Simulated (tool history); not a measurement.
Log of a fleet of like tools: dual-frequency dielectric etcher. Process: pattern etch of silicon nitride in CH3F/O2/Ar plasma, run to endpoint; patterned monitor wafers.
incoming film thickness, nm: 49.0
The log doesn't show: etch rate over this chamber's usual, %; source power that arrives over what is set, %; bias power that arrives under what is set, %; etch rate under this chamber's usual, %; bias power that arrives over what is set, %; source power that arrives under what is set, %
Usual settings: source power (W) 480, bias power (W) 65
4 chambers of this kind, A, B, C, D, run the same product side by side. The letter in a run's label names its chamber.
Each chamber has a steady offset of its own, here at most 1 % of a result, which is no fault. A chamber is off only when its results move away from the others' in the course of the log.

run   hour  source power (W)  bias power (W)  hours since the last wet clean  hours since the last source power generator calibration  hours since the last bias power generator calibration  endpoint time (s)
 1B    3.7               480              65                           375.3                                                   2570.1                                                  384.3             67.619
 2A    6.7               480              65                           324.8                                                   1083.9                                                  320.6             68.562
 3C   11.3               480              65                           451.9                                                    636.5                                                 1907.2             67.796
 4D   14.7               480              65                           536.8                                                   2694.3                                                 1159.1             69.728
 5C   19.5               480              65                           460.1                                                    644.7                                                 1915.4             68.151
 6D   24.2               480              74                           546.3                                                   2703.8                                                 1168.6             65.868
 7B   28.9               480              74                           400.5                                                   2595.3                                                  409.5             66.471
 8A   31.9               480              74                             350                                                   1109.1                                                  345.8             65.864
 9B   36.3               480              74                           407.9                                                   2602.7                                                  416.9             66.747
10D   40.4               480              65                           562.5                                                     2720                                                 1184.8             68.483
      44.2  -- chamber C: wet clean of the chamber
11C   44.9               550              54                             0.8                                                    670.1                                                 1940.8             72.908
12A   48.6               550              54                           366.7                                                   1125.8                                                  362.5             69.638
13B   53.2               550              54                           424.8                                                   2619.6                                                  433.8             68.818
        55  -- chamber A: wet clean of the chamber
14C   57.9               550              54                            13.8                                                    683.1                                                 1953.8              70.98
15D   61.6               480              65                           583.7                                                   2741.2                                                   1206             68.783
16A   64.2               480              65                             9.2                                                   1141.4                                                  378.1             68.313
17C   69.6               480              65                            25.5                                                    694.8                                                 1965.5             71.551
18B   72.5               480              65                           444.1                                                   2638.9                                                  453.1             68.838
19A   77.3               480              65                            22.3                                                   1154.5                                                  391.2             69.707
20D   81.4               480              65                           603.5                                                     2761                                                 1225.8             68.259
21C   84.6               480              65                            40.5                                                    709.8                                                 1980.5             70.059
22A   87.8               480              65                            32.8                                                     1165                                                  401.7             68.565
23B   92.6               480              65                           464.2                                                     2659                                                  473.2             68.414
24D   96.8               400              52                           618.9                                                   2776.4                                                 1241.2             77.656
25B  100.7               400              52                           472.3                                                   2667.1                                                  481.3              80.46

Is one chamber off against the others, does the gauge drift, or is nothing wrong? If a chamber is off, say which, and what the likeliest cause is.

A service left chamber C off against the others.
Cause: etch rate under this chamber's usual, % = 4.64.

Here are 4 candidates for chamber C's next run, each the usual settings with a change, their results left as question marks. Which one brings its results back in line with what the others give on the usual settings?
In line means no further than this from the other chambers' mean on the usual settings: endpoint time (s) 2
26C-1  104.5               510              68                                                                                                                                                                  ?
26C-2  104.5               430              65                                                                                                                                                                  ?
26C-3  104.5               600              65                                                                                                                                                                  ?
26C-4  104.5               410              57                                                                                                                                                                  ?

The other chambers' mean on the usual settings: endpoint time (s) 68.782
  run  endpoint time (s)
26C-1             69.183
26C-2             74.981
26C-3              65.95
26C-4             79.732
26C-1 brings the chamber back in line.
